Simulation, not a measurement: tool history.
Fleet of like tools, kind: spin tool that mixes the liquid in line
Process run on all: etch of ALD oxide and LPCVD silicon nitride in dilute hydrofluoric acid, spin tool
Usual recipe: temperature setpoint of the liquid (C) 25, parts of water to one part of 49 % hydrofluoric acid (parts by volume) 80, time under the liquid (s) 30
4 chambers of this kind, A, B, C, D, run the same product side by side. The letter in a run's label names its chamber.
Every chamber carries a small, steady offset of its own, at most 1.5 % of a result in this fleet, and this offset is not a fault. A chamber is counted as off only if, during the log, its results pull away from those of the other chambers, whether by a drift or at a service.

run	hour	temperature setpoint of the liquid (C)	parts of water to one part of 49 % hydrofluoric acid (parts by volume)	time under the liquid (s)	hours since the thermometer was replaced	hours since the hydrofluoric acid flow meter was replaced	read-back film thickness of the ALD oxide reference wafer, read on the same gauge (nm)	read-back film thickness of the LPCVD silicon nitride reference wafer, read on the same gauge (nm)	thickness taken off the ALD oxide on a monitor wafer (nm)	thickness taken off the LPCVD silicon nitride on a monitor wafer (nm)
1A	10.2	25	80	30	860.6	1366.6	99.999	139.94	5.7888	0.18276
2C	15.8	25	80	30	1459.0	2304.6	99.977	140.01	5.8099	0.19345
3B	23.1	25	80	30	824.3	314.2	99.947	140.06	5.7838	0.15423
4D	33.6	25	80	30	1727.3	1024.2	100.030	139.99	5.8271	0.15865
5B	39.1	25	80	30	840.3	330.2	100.020	140.02	5.7796	0.21214
# hour 45.6: chamber B: thermometer replaced
6A	51.3	25	80	30	901.7	1407.7	100.000	140.02	5.8162	0.18610
7D	58.7	25	80	30	1752.4	1049.3	100.010	139.96	5.7790	0.18913
8C	65.0	25	80	30	1508.2	2353.8	99.961	139.98	5.8030	0.23210
# hour 72.7: chamber C: thermometer replaced
9B	75.3	25	80	30	29.8	366.4	99.976	140.01	5.7584	0.21702
10D	81.5	25	80	30	1775.2	1072.1	100.010	139.99	5.8135	0.14035
# hour 82.8: chamber D: hydrofluoric acid flow meter replaced
# hour 90.5: chamber A: thermometer replaced
11C	91.0	25	80	30	18.4	2379.8	100.020	139.99	5.8258	0.19198
12A	101.6	25	80	30	11.2	1458.0	100.020	140.00	5.8235	0.27468
13A	111.0	25	80	30	20.6	1467.4	99.970	140.00	5.8080	0.21233
14B	123.7	25	80	30	78.2	414.8	100.030	139.98	5.8351	0.14501
15D	132.7	25	80	30	1826.4	49.9	100.010	140.04	5.8735	0.21716
16C	141.7	25	80	30	69.1	2430.5	100.020	139.99	5.8159	0.20001
17B	154.1	25	80	45	108.6	445.2	99.978	139.99	8.6633	0.36401
# hour 160.0: chamber C: hydrofluoric acid flow meter replaced
18A	160.8	25	80	45	70.4	1517.2	99.981	140.02	8.6631	0.21452
19D	167.0	25	80	45	1860.7	84.2	100.030	140.03	8.6778	0.25215
20C	176.9	25	80	45	104.3	16.9	100.000	140.01	8.6263	0.25477
21C	184.5	25	80	30	111.9	24.5	100.020	140.01	5.7972	0.19456
22B	191.7	25	80	30	146.2	482.8	99.983	140.00	5.7726	0.16496
23D	204.1	25	80	30	1897.8	121.3	99.995	140.03	5.8067	0.16545
24A	209.9	25	80	30	119.5	1566.3	100.020	140.00	5.7701	0.17787
25D	218.7	25	80	30	1912.4	135.9	99.993	140.03	5.8614	0.25502
26B	226.5	25	80	30	181.0	517.6	99.989	139.95	5.7951	0.18773
27C	238.6	25	80	30	166.0	78.6	100.020	140.01	5.8172	0.12211
28A	251.0	25	80	30	160.6	1607.4	99.948	139.98	5.7966	0.22589
29A	261.7	25	80	30	171.3	1618.1	99.942	139.98	5.8101	0.22714
# hour 262.6: chamber B: hydrofluoric acid flow meter replaced
30D	274.3	25	80	30	1968.0	191.5	99.967	140.01	5.8224	0.17909
31C	284.4	25	80	30	211.8	124.4	99.955	140.01	5.8375	0.18487
32B	292.9	25	80	30	247.4	30.3	100.050	140.02	5.7671	0.20873
33B	302.9	25	80	30	257.4	40.3	100.010	139.99	5.8000	0.20969
34C	315.4	25	80	30	242.8	155.4	99.972	140.01	5.8240	0.13099

Next, every chamber runs the same settings. What will each give?
35A	324.5	25	80	30					?	?
35B	324.5	25	80	30					?	?
35C	324.5	25	80	30					?	?
35D	324.5	25	80	30					?	?

run	thickness taken off the ALD oxide on a monitor wafer (nm)	thickness taken off the LPCVD silicon nitride on a monitor wafer (nm)
35A	5.8073	0.26489
35B	5.7792	0.19096
35C	5.7961	0.22295
35D	5.8208	0.20535
